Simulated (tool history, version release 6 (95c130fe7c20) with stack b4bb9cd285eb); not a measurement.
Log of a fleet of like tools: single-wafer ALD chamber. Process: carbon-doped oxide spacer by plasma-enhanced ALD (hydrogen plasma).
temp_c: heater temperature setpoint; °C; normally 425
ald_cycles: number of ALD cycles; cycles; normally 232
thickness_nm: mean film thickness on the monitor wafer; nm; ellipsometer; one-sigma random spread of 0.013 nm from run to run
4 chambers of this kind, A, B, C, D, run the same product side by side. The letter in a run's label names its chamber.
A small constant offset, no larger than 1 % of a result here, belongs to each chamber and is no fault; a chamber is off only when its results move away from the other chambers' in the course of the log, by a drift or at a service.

run   hour  temp_c  ald_cycles  hours since the last thermocouple change  read-back reference wafer on the same gauge, thickness_nm  thickness_nm
 1B    8.1     425         232                                     621.5                                                     9.0022        10.658
 2D     17     425         232                                     264.3                                                     9.0006        10.678
 3A     28     425         232                                     200.2                                                     9.0019        10.685
 4C   37.6     425         232                                    1222.6                                                     9.0055        10.813
 5B   45.1     425         232                                     658.5                                                     9.0064        10.658
 6A   53.2     425         232                                     225.4                                                     9.0076        10.682
 7C   62.9     410         196                                    1247.9                                                     9.0104        9.5506
 8D     71     410         196                                     318.3                                                      9.009        9.4853
 9A   80.6     410         196                                     252.8                                                     9.0125        9.4725
10C   91.3     410         196                                    1276.3                                                     9.0118        9.5544
11D   98.5     425         232                                     345.8                                                     9.0118        10.709
12B  106.8     425         232                                     720.2                                                     9.0131        10.671
13A  115.9     425         232                                     288.1                                                     9.0164        10.688
14C  126.5     425         232                                    1311.5                                                     9.0175        10.827
15B  133.4     434         191                                     746.8                                                     9.0151        8.5312
16D  144.9     434         191                                     392.2                                                     9.0218        8.5602
17D  152.3     434         191                                     399.6                                                     9.0238        8.5527
18B  158.3     434         191                                     771.7                                                     9.0223        8.5171
19C  165.4     425         232                                    1350.4                                                     9.0208        10.819
20A  173.5     415         273                                     345.7                                                     9.0237        13.003
21C  183.8     415         273                                    1368.8                                                     9.0235        13.113
22B  194.2     415         273                                     807.6                                                     9.0235        12.989
23A    205     415         273                                     377.2                                                     9.0261        12.979
24D  210.3     425         232                                     457.6                                                     9.0298        10.698
25A  216.7     425         232                                     388.9                                                     9.0301        10.716
26C  227.1     420         232                                    1412.1                                                     9.0306        11.004
27B  235.9     420         232                                     849.3                                                     9.0315         10.85
28D  243.3     420         232                                     490.6                                                     9.0323        10.894
29D  253.1     420         232                                     500.4                                                     9.0364        10.874
30B  263.9     425         232                                     877.3                                                     9.0368        10.697
31A    273     425         232                                     445.2                                                     9.0329        10.725
32C  281.3     425         232                                    1466.3                                                     9.0377        10.811
33D  286.5     413         215                                     533.8                                                     9.0397        10.312
34B  295.9     413         215                                     909.3                                                     9.0413        10.281
35C  303.9     413         215                                    1488.9                                                     9.0419         10.45
36A  311.9     413         215                                     484.1                                                     9.0418        10.324
37C    318     425         232                                      1503                                                     9.0428        10.833
38A  324.2     425         232                                     496.4                                                     9.0443        10.729
39D    335     425         232                                     582.3                                                      9.044        10.741

All 4 chambers run these settings next. Forecast each chamber's results:
40A  343.6     438         232                                                                                                                  ?
40B  343.6     438         232                                                                                                                  ?
40C  343.6     438         232                                                                                                                  ?
40D  343.6     438         232                                                                                                                  ?

run  thickness_nm
40A        10.271
40B        10.235
40C        10.398
40D        10.286

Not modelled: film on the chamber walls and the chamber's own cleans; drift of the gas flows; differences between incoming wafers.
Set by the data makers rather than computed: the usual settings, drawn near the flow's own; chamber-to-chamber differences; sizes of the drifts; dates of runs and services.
